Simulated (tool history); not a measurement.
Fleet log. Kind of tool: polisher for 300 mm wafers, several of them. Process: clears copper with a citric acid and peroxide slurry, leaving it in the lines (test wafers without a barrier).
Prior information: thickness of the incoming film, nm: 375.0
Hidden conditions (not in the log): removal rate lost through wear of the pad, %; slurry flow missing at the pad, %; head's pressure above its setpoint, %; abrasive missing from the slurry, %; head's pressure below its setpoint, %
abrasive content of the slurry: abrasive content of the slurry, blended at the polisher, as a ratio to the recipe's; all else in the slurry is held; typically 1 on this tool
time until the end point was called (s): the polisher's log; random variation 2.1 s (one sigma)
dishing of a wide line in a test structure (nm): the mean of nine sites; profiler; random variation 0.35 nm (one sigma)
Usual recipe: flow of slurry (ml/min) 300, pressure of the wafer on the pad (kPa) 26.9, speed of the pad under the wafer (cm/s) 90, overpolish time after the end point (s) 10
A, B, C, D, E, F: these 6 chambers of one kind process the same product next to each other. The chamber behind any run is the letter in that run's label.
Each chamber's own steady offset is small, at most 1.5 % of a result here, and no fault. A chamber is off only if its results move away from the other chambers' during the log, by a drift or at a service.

run   hour  flow of slurry (ml/min)  pressure of the wafer on the pad (kPa)  speed of the pad under the wafer (cm/s)  abrasive content of the slurry  overpolish time after the end point (s)  wafers polished on this pad  hours since the slurry nozzle was cleaned  hours since the head pressure was calibrated  hours since the slurry blender was calibrated  time until the end point was called (s)  dishing of a wide line in a test structure (nm)
       1.5  -- chamber D: slurry nozzle cleaned
 1F    4.2                      300                                    26.9                                       90                               1                                       10                          551                                      283.4                                         346.8                                          198.7                                    171.3                                           16.648
       6.7  -- chamber A: slurry blender recalibrated
       8.1  -- chamber D: worn pad replaced by a new one
 2D    9.5                      300                                    26.9                                       90                               1                                       10                           10                                          8                                         515.2                                          133.3                                   173.54                                           16.328
      12.2  -- chamber A: worn pad replaced by a new one
 3E     16                      300                                    26.9                                       90                               1                                       10                          738                                      299.9                                           499                                          144.5                                   175.96                                           16.554
 4A   20.7                      300                                    26.9                                       90                               1                                       10                           60                                      423.9                                         171.3                                             14                                   168.88                                           16.291
      25.3  -- chamber E: slurry nozzle cleaned
 5C   26.3                      300                                    26.9                                       90                               1                                       10                          327                                       29.3                                          29.5                                           42.9                                   167.84                                           16.368
      31.1  -- chamber D: head pressure recalibrated
 6B   31.8                      300                                    26.9                                       90                               1                                       10                         1109                                      262.5                                         478.8                                          161.7                                   169.93                                           16.362
      31.9  -- chamber F: worn pad replaced by a new one
 7D   36.6                      300                                      31                                       90                               1                                        5                          201                                       35.1                                           5.6                                          160.4                                    150.4                                            9.623
      41.5  -- chamber A: slurry nozzle cleaned
 8A   42.7                      300                                      31                                       90                               1                                        5                          215                                        1.3                                         193.3                                             36                                   146.94                                           9.4969
      47.4  -- chamber B: slurry blender recalibrated
 9B   50.1                      300                                      31                                       90                               1                                        5                         1239                                      280.8                                         497.1                                            2.7                                   148.65                                           9.7532
      51.9  -- chamber B: worn pad replaced by a new one
      52.5  -- chamber B: slurry nozzle cleaned
10C   56.1                      300                                      31                                       90                               1                                        5                          538                                       59.1                                          59.3                                           72.7                                   146.62                                           9.8374
        58  -- chamber E: worn pad replaced by a new one
11F   61.1                      300                                      31                                       90                               1                                        5                          206                                      340.3                                         403.7                                          255.6                                   150.73                                           9.6993
      62.9  -- chamber C: worn pad replaced by a new one
12E   65.5                      300                                      31                                       90                               1                                        5                           53                                       40.2                                         548.5                                            194                                   145.26                                           9.6029
13E   71.8                      265                                    26.9                                       90                               1                                       15                           97                                       46.5                                         554.8                                          200.3                                   176.37                                           23.551
14C   78.6                      265                                    26.9                                       90                               1                                       15                          111                                       81.6                                          81.8                                           95.2                                   172.83                                           24.118
15D   85.9                      265                                    26.9                                       90                               1                                       15                          549                                       84.4                                          54.9                                          209.7                                   173.92                                           23.463
16A   90.3                      265                                    26.9                                       90                               1                                       15                          552                                       48.9                                         240.9                                           83.6                                   166.96                                           23.767
17F   94.8                      265                                    26.9                                       90                               1                                       15                          444                                        374                                         437.4                                          289.3                                   176.51                                           23.211
18B   98.4                      265                                    26.9                                       90                               1                                       15                          329                                       45.9                                         545.4                                             51                                    171.6                                           24.972
     101.1  -- chamber D: worn pad replaced by a new one
19C  102.9                      300                                    26.9                                       90                               1                                       10                          282                                      105.9                                         106.1                                          119.5                                   167.91                                           16.366
20F  109.9                      300                                    26.9                                       90                               1                                       10                          551                                      389.1                                         452.5                                          304.4                                   176.33                                           15.851
21D  114.9                      300                                    26.9                                       90                               1                                       10                           97                                      113.4                                          83.9                                          238.7                                   176.08                                           16.983
22E  118.8                      300                                    26.9                                       90                               1                                       10                          429                                       93.5                                         601.8                                          247.3                                    169.5                                           16.941
     120.4  -- chamber A: worn pad replaced by a new one
23A  122.4                      300                                    26.9                                       90                               1                                       10                           14                                         81                                           273                                          115.7                                   167.52                                           16.532
     123.1  -- chamber B: head pressure recalibrated
24B  127.1                      300                                    26.9                                       90                               1                                       10                          531                                       74.6                                           4.1                                           79.7                                   168.31                                           16.736
25F  130.4                      300                                    26.9                                       90                               1                                       10                          695                                      409.6                                           473                                          324.9                                   179.93                                           15.217
26C  134.9                      300                                    26.9                                       90                               1                                       10                          508                                      137.9                                         138.1                                          151.5                                    170.7                                           16.096
       138  -- chamber C: worn pad replaced by a new one
27D  139.5                      300                                    26.9                                       90                               1                                       15                          271                                        138                                         108.5                                          263.3                                   172.33                                           24.214
28A  143.4                      300                                    26.9                                       90                               1                                       15                          162                                        102                                           294                                          136.7                                   165.86                                            24.07
29B  146.8                      300                                    26.9                                       90                               1                                       15                          671                                       94.3                                          23.8                                           99.4                                   168.67                                           24.623
     152.1  -- chamber E: slurry blender recalibrated
30E  153.4                      300                                    26.9                                       90                               1                                       15                          674                                      128.1                                         636.4                                            1.3                                   173.65                                           24.796
     154.2  -- chamber F: worn pad replaced by a new one
31F  158.9                      300                                    26.9                                       90                               1                                       15                           33                                      438.1                                         501.5                                          353.4                                   181.83                                           22.438
32E  165.2                      300                                    26.9                                       90                               1                                       15                          757                                      139.9                                         648.2                                           13.1                                   171.75                                           23.518
33C  171.1                      300                                    26.9                                       90                               1                                       10                          234                                      174.1                                         174.3                                          187.7                                   167.52                                           16.543
34A  175.8                      300                                    26.9                                       90                               1                                       10                          391                                      134.4                                         326.4                                          169.1                                    169.1                                           16.009
     179.1  -- chamber D: worn pad replaced by a new one
35B  182.8                      300                                    26.9                                       90                               1                                       10                          925                                      130.3                                          59.8                                          135.4                                      175                                           16.593
36D  186.3                      300                                    30.3                                       90                               1                                       14                           51                                      184.8                                         155.3                                          310.1                                   153.59                                            25.95
     188.2  -- chamber B: slurry blender recalibrated
37F  193.2                      300                                    30.3                                       90                               1                                       14                          275                                      472.4                                         535.8                                          387.7                                   163.06                                           22.919
       196  -- chamber E: worn pad replaced by a new one
     197.7  -- chamber D: slurry blender recalibrated
38A  199.9                      300                                    30.3                                       90                               1                                       14                          561                                      158.5                                         350.5                                          193.2                                   152.02                                            25.28
39B  207.1                      300                                    30.3                                       90                               1                                       14                         1096                                      154.6                                          84.1                                             19                                      150                                           25.541
40D  211.2                      300                                    30.3                                       90                               1                                       14                          227                                      209.7                                         180.2                                           13.6                                   151.25                                           26.067
41E  218.3                      300                                    30.3                                       90                               1                                       14                          157                                        193                                         701.3                                           66.2                                   148.82                                           25.095
42C  223.7                      300                                    26.9                                       90                               1                                       10                          605                                      226.7                                         226.9                                          240.3                                   169.69                                           16.022

Which is it: a chamber that has drifted or been left off by a service, a gauge drift common to all chambers, or only each chamber's usual small offset? If a chamber is off, name it and its likeliest cause.

Little by little, chamber F moves away from the other chambers.
What lies behind it: head's pressure below its setpoint, % = 9.39.
With only this log, it may be confused with: abrasive missing from the slurry, %.

Chamber F could run next with any of the 4 candidate recipes listed below; each alters the usual settings, and their results appear as question marks. Which one brings its results back in line with what the other chambers deliver on the usual settings?
Maximum distance from the other chambers' mean on the usual settings for a result to count as in line: time until the end point was called (s) 7.3; dishing of a wide line in a test structure (nm) 1.2
43F-1  229.3                      300                                    25.5                                       86                               1                                       10                                                                                                                                                                                                             ?                                                ?
43F-2  229.3                      300                                    28.3                                       94                               1                                       10                                                                                                                                                                                                             ?                                                ?
43F-3  229.3                      300                                    26.9                                       92                               1                                       10                                                                                                                                                                                                             ?                                                ?
43F-4  229.3                      300                                    26.9                                       88                               1                                       10                                                                                                                                                                                                             ?                                                ?

On the usual settings, the other chambers give on average: time until the end point was called (s) 170.29; dishing of a wide line in a test structure (nm) 16.661
  run  time until the end point was called (s)  dishing of a wide line in a test structure (nm)
43F-1                                   206.11                                           13.767
43F-2                                   170.95                                           16.477
43F-3                                   183.27                                            15.41
43F-4                                   191.53                                           14.778
The right change is 43F-2: it brings the chamber back within the allowed miss of the others.
